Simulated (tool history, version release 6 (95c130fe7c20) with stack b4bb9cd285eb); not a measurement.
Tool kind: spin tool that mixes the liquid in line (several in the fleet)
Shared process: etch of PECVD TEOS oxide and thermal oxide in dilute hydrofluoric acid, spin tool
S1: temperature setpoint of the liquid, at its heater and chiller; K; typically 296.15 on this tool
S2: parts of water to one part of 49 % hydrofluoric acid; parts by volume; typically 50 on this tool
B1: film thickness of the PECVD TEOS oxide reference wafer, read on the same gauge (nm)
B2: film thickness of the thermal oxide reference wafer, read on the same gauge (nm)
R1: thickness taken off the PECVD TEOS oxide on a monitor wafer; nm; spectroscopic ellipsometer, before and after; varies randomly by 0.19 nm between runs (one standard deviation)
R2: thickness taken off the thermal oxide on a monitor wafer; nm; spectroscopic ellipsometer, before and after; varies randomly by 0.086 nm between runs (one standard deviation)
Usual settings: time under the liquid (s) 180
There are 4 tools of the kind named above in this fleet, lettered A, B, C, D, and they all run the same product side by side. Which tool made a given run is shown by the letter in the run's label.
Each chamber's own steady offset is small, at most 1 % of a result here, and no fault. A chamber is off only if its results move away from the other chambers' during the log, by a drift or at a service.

{"run": "1A", "day": 0.317, "S1": 296.15, "S2": 50, "time under the liquid (s)": 180, "B1": 30.025, "B2": 119.97, "R1": 31.219, "R2": 16.798}
{"run": "2D", "day": 0.588, "S1": 296.15, "S2": 50, "time under the liquid (s)": 180, "B1": 30.015, "B2": 119.99, "R1": 31.581, "R2": 16.648}
{"run": "3B", "day": 0.875, "S1": 296.15, "S2": 50, "time under the liquid (s)": 180, "B1": 29.989, "B2": 120.03, "R1": 31.183, "R2": 17.073}
{"run": "4C", "day": 1.142, "S1": 296.15, "S2": 50, "time under the liquid (s)": 180, "B1": 30.009, "B2": 119.94, "R1": 31.194, "R2": 16.83}
{"run": "5C", "day": 1.496, "S1": 296.15, "S2": 50, "time under the liquid (s)": 180, "B1": 30.016, "B2": 120, "R1": 31.298, "R2": 16.787}
{"run": "6D", "day": 1.817, "S1": 296.15, "S2": 50, "time under the liquid (s)": 180, "B1": 30.006, "B2": 120, "R1": 31.498, "R2": 16.662}
{"run": "7B", "day": 2.192, "S1": 296.15, "S2": 50, "time under the liquid (s)": 180, "B1": 30.001, "B2": 120.08, "R1": 31.25, "R2": 16.993}
{"run": "8A", "day": 2.446, "S1": 296.15, "S2": 50, "time under the liquid (s)": 180, "B1": 29.995, "B2": 120.05, "R1": 31.851, "R2": 17.042}
{"day": 2.729, "done": "chamber B: hydrofluoric acid flow meter replaced"}
{"run": "9C", "day": 2.758, "S1": 296.15, "S2": 50, "time under the liquid (s)": 180, "B1": 29.99, "B2": 120, "R1": 31.424, "R2": 16.905}
{"run": "10B", "day": 3.104, "S1": 296.15, "S2": 50, "time under the liquid (s)": 180, "B1": 30.001, "B2": 120.03, "R1": 31.32, "R2": 17.022}
{"run": "11D", "day": 3.438, "S1": 296.15, "S2": 50, "time under the liquid (s)": 180, "B1": 29.98, "B2": 119.99, "R1": 31.08, "R2": 16.828}
{"run": "12A", "day": 3.758, "S1": 293.65, "S2": 50, "time under the liquid (s)": 260, "B1": 30.011, "B2": 120, "R1": 40.799, "R2": 21.941}
{"run": "13A", "day": 4.112, "S1": 293.65, "S2": 50, "time under the liquid (s)": 260, "B1": 30.016, "B2": 120.04, "R1": 41.333, "R2": 21.913}
{"run": "14C", "day": 4.383, "S1": 293.65, "S2": 50, "time under the liquid (s)": 260, "B1": 29.976, "B2": 120.04, "R1": 40.748, "R2": 21.864}
{"run": "15B", "day": 4.571, "S1": 293.65, "S2": 50, "time under the liquid (s)": 260, "B1": 29.998, "B2": 119.98, "R1": 40.778, "R2": 22.106}
{"run": "16D", "day": 4.954, "S1": 296.15, "S2": 50, "time under the liquid (s)": 180, "B1": 30.014, "B2": 119.95, "R1": 31.44, "R2": 16.7}
{"run": "17A", "day": 5.275, "S1": 296.15, "S2": 50, "time under the liquid (s)": 180, "B1": 30.006, "B2": 120.01, "R1": 30.968, "R2": 17.017}
{"run": "18B", "day": 5.629, "S1": 296.15, "S2": 50, "time under the liquid (s)": 180, "B1": 29.982, "B2": 119.98, "R1": 31.377, "R2": 16.874}
{"run": "19D", "day": 5.921, "S1": 296.15, "S2": 50, "time under the liquid (s)": 180, "B1": 30.016, "B2": 120.01, "R1": 31.355, "R2": 16.834}
{"run": "20C", "day": 6.154, "S1": 296.15, "S2": 50, "time under the liquid (s)": 180, "B1": 29.988, "B2": 119.95, "R1": 31.346, "R2": 16.828}
{"run": "21B", "day": 6.55, "S1": 296.15, "S2": 50, "time under the liquid (s)": 180, "B1": 30.024, "B2": 120.04, "R1": 31.539, "R2": 16.997}
{"run": "22A", "day": 6.829, "S1": 296.15, "S2": 50, "time under the liquid (s)": 180, "B1": 29.983, "B2": 120.03, "R1": 31.503, "R2": 16.981}
{"run": "23D", "day": 7.017, "S1": 296.15, "S2": 50, "time under the liquid (s)": 180, "B1": 29.984, "B2": 120, "R1": 30.994, "R2": 16.744}
{"run": "24C", "day": 7.362, "S1": 296.15, "S2": 60, "time under the liquid (s)": 180, "B1": 29.991, "B2": 119.98, "R1": 26.039, "R2": 13.855}
{"run": "25B", "day": 7.675, "S1": 296.15, "S2": 60, "time under the liquid (s)": 180, "B1": 29.975, "B2": 119.99, "R1": 25.852, "R2": 13.794}
{"run": "26D", "day": 8.025, "S1": 296.15, "S2": 60, "time under the liquid (s)": 180, "B1": 29.956, "B2": 119.98, "R1": 25.904, "R2": 13.814}
{"run": "27C", "day": 8.358, "S1": 296.15, "S2": 60, "time under the liquid (s)": 180, "B1": 29.99, "B2": 119.96, "R1": 26.025, "R2": 13.786}
{"run": "28A", "day": 8.658, "S1": 296.15, "S2": 50, "time under the liquid (s)": 180, "B1": 30.014, "B2": 120.03, "R1": 31.776, "R2": 16.924}
{"run": "29B", "day": 8.871, "S1": 294.15, "S2": 50, "time under the liquid (s)": 180, "B1": 30.019, "B2": 120.01, "R1": 28.874, "R2": 15.586}
{"run": "30A", "day": 9.142, "S1": 294.15, "S2": 50, "time under the liquid (s)": 180, "B1": 29.967, "B2": 119.93, "R1": 29.126, "R2": 15.558}
{"run": "31D", "day": 9.525, "S1": 294.15, "S2": 50, "time under the liquid (s)": 180, "B1": 30.007, "B2": 120.03, "R1": 28.908, "R2": 15.451}
{"run": "32C", "day": 9.817, "S1": 294.15, "S2": 50, "time under the liquid (s)": 180, "B1": 30.004, "B2": 120, "R1": 28.757, "R2": 15.312}
{"run": "33A", "day": 10.154, "S1": 296.15, "S2": 50, "time under the liquid (s)": 180, "B1": 29.976, "B2": 120, "R1": 31.101, "R2": 16.918}
{"run": "34B", "day": 10.525, "S1": 296.15, "S2": 50, "time under the liquid (s)": 180, "B1": 30.02, "B2": 120, "R1": 31.678, "R2": 16.848}
{"run": "35D", "day": 10.846, "S1": 299.65, "S2": 35, "time under the liquid (s)": 180, "B1": 30.014, "B2": 119.97, "R1": 52.938, "R2": 28.247}
{"run": "36C", "day": 11.233, "S1": 299.65, "S2": 35, "time under the liquid (s)": 180, "B1": 30.001, "B2": 120.02, "R1": 52.413, "R2": 28.065}
{"run": "37A", "day": 11.508, "S1": 299.65, "S2": 35, "time under the liquid (s)": 180, "B1": 30.016, "B2": 120.01, "R1": 53.175, "R2": 28.694}
{"run": "38B", "day": 11.725, "S1": 299.65, "S2": 35, "time under the liquid (s)": 180, "B1": 30.001, "B2": 120, "R1": 52.457, "R2": 28.263}
{"run": "39C", "day": 12.067, "S1": 296.15, "S2": 50, "time under the liquid (s)": 180, "B1": 29.998, "B2": 120.02, "R1": 31.277, "R2": 16.823}
{"run": "40D", "day": 12.408, "S1": 296.15, "S2": 50, "time under the liquid (s)": 180, "B1": 30.005, "B2": 119.98, "R1": 31.282, "R2": 16.711}
{"run": "41A", "day": 12.667, "S1": 298.15, "S2": 40, "time under the liquid (s)": 180, "B1": 29.985, "B2": 119.97, "R1": 43.436, "R2": 23.473}
{"run": "42D", "day": 12.912, "S1": 298.15, "S2": 40, "time under the liquid (s)": 180, "B1": 30.002, "B2": 119.99, "R1": 43.06, "R2": 23.093}

Predict what each chamber gives when all 4 of them run the settings below next.
{"run": "43A", "day": 13.196, "S1": 291.65, "S2": 50, "time under the liquid (s)": 180, "R1": "?", "R2": "?"}
{"run": "43B", "day": 13.196, "S1": 291.65, "S2": 50, "time under the liquid (s)": 180, "R1": "?", "R2": "?"}
{"run": "43C", "day": 13.196, "S1": 291.65, "S2": 50, "time under the liquid (s)": 180, "R1": "?", "R2": "?"}
{"run": "43D", "day": 13.196, "S1": 291.65, "S2": 50, "time under the liquid (s)": 180, "R1": "?", "R2": "?"}

run=43A R1=25.915 R2=14.037
run=43B R1=25.669 R2=13.942
run=43C R1=25.676 R2=13.839
run=43D R1=25.95 R2=13.76
